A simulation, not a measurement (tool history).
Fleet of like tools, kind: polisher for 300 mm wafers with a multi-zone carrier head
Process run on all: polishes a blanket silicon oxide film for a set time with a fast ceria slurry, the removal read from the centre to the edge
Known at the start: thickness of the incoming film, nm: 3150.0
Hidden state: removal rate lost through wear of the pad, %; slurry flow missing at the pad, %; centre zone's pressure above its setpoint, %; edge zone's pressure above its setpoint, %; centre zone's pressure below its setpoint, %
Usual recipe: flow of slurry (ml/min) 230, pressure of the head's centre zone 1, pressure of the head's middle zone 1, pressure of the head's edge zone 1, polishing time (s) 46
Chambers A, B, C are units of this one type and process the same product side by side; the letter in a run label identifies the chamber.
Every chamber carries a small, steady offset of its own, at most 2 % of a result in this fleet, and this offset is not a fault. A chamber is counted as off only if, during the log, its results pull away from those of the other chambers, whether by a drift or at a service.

run,hour,flow of slurry (ml/min),pressure of the head's centre zone,pressure of the head's middle zone,pressure of the head's edge zone,polishing time (s),wafers polished on this pad,hours since the slurry nozzle was cleaned,hours since the centre zone pressure was calibrated,hours since the edge zone pressure was calibrated,film removed at the wafer's centre (nm),film removed at mid-radius (nm),film removed at the wafer's edge (nm)
# hour 6.5: chamber B: slurry nozzle cleaned
1C,9.8,230,1,1,1,46,502,369,668.2,389,853.97,842.21,850.73
2A,14.2,230,1,1,1,46,532,148.8,550.8,388.2,855.81,858.02,855.86
3B,18.4,230,1,1,1,46,339,12,763.4,210.1,851.89,833.37,863.66
# hour 24.5: chamber A: worn pad replaced by a new one
4A,28.2,230,1,1,1,46,67,162.8,564.8,402.2,856.63,851.83,839.66
5B,33.3,230,1,1,1,46,606,26.9,778.3,225,866.46,840.08,836.7
6C,42.9,230,1,1,1,46,1096,402.1,701.3,422.1,850.37,834.39,861.25
# hour 47.4: chamber B: worn pad replaced by a new one
7A,49.3,230,1,1,1,46,446,183.9,585.9,423.3,829.94,838.75,839.29
8C,56,230,1,1,1,46,1332,415.2,714.4,435.2,834.11,834.47,853.2
# hour 60.6: chamber C: worn pad replaced by a new one
9B,61.3,230,1,1,1,46,250,54.9,806.3,253,862.71,846.34,842.21
# hour 61.8: chamber A: worn pad replaced by a new one
10A,67.7,230,1,1,1,46,106,202.3,604.3,441.7,838.34,846.5,847.14
11B,75.1,230,1,1,1,46,498,68.7,820.1,266.8,859.14,838.71,841.55
12C,82.9,230,1,1,1,46,402,442.1,741.3,462.1,841.2,844.01,843.87
# hour 91: chamber B: worn pad replaced by a new one
13A,92.3,230,1,1,1,46,549,226.9,628.9,466.3,843.34,847.5,834.49
# hour 98.9: chamber A: worn pad replaced by a new one
14C,101.9,230,1,1,1,32,744,461.1,760.3,481.1,590.36,587.31,583.12
# hour 106.4: chamber C: centre zone pressure recalibrated
15B,110.8,230,1,1,1,32,356,104.4,855.8,302.5,592.98,589.16,579.34
16C,119.5,230,1,1,1,32,1060,478.7,13.1,498.7,516.93,585.88,588.1
# hour 125: chamber C: slurry nozzle cleaned
17B,126.4,230,1,1,1,46,637,120,871.4,318.1,863.43,850.77,834.52
# hour 128.8: chamber C: worn pad replaced by a new one
18A,132.3,230,1,1,1,46,601,266.9,668.9,506.3,841.68,835.79,854
# hour 134.6: chamber B: worn pad replaced by a new one
# hour 136.1: chamber A: worn pad replaced by a new one
19C,138.9,205,1,0.9,1,46,181,13.9,32.5,518.1,741.14,744.37,840.62
20B,146.6,205,1,0.9,1,46,215,140.2,891.6,338.3,844.92,741.12,836.95
21A,152.7,205,1,0.9,1,46,298,287.3,689.3,526.7,828.17,749.27,844.23
22A,160.2,230,1,1,1,46,433,294.8,696.8,534.2,852.88,850.53,850.15
23C,165.3,230,1,1,1,46,656,40.3,58.9,544.5,742.45,849.24,840.12
24B,171.3,165,1,1,1,46,659,164.9,916.3,363,802.08,790.38,795.95
# hour 176.5: chamber B: worn pad replaced by a new one
25B,176.8,165,1,1,1,46,6,170.4,921.8,368.5,798.56,811.9,804.55

Read the log: is a single chamber off, either drifting away or since a service, is the gauge that measures every chamber drifting, or is nothing wrong beyond small per-chamber offsets? Name any odd chamber and what most likely caused it.

Chamber C came out of a service off from its peers and stayed that way.
Most likely cause: centre zone's pressure below its setpoint, % = 10.8.

Below are 4 candidate recipes for chamber C's next run, each the usual settings with a change, their results shown as question marks. Which of them brings C's results back in line with what the other chambers give on the usual settings?
Allowed miss from the other chambers' usual-settings mean, per result, to count as in line: film removed at the wafer's centre (nm) 31; film removed at mid-radius (nm) 20; film removed at the wafer's edge (nm) 32
26C-1,183.9,225,0.95,1.01,1.02,46,,,,,?,?,?
26C-2,183.9,240,1.11,0.98,0.96,47,,,,,?,?,?
26C-3,183.9,235,1.05,0.99,0.98,46,,,,,?,?,?
26C-4,183.9,220,0.9,1.01,1.04,46,,,,,?,?,?

On the usual settings, the other chambers give on average: film removed at the wafer's centre (nm) 852.35; film removed at mid-radius (nm) 843.83; film removed at the wafer's edge (nm) 846.9
run,film removed at the wafer's centre (nm),film removed at mid-radius (nm),film removed at the wafer's edge (nm)
26C-1,702.5,845.93,854.91
26C-2,857.8,846.63,852.08
26C-3,788.27,834.55,841.05
26C-4,659.79,843.63,861.78
26C-2 brings the chamber back in line.

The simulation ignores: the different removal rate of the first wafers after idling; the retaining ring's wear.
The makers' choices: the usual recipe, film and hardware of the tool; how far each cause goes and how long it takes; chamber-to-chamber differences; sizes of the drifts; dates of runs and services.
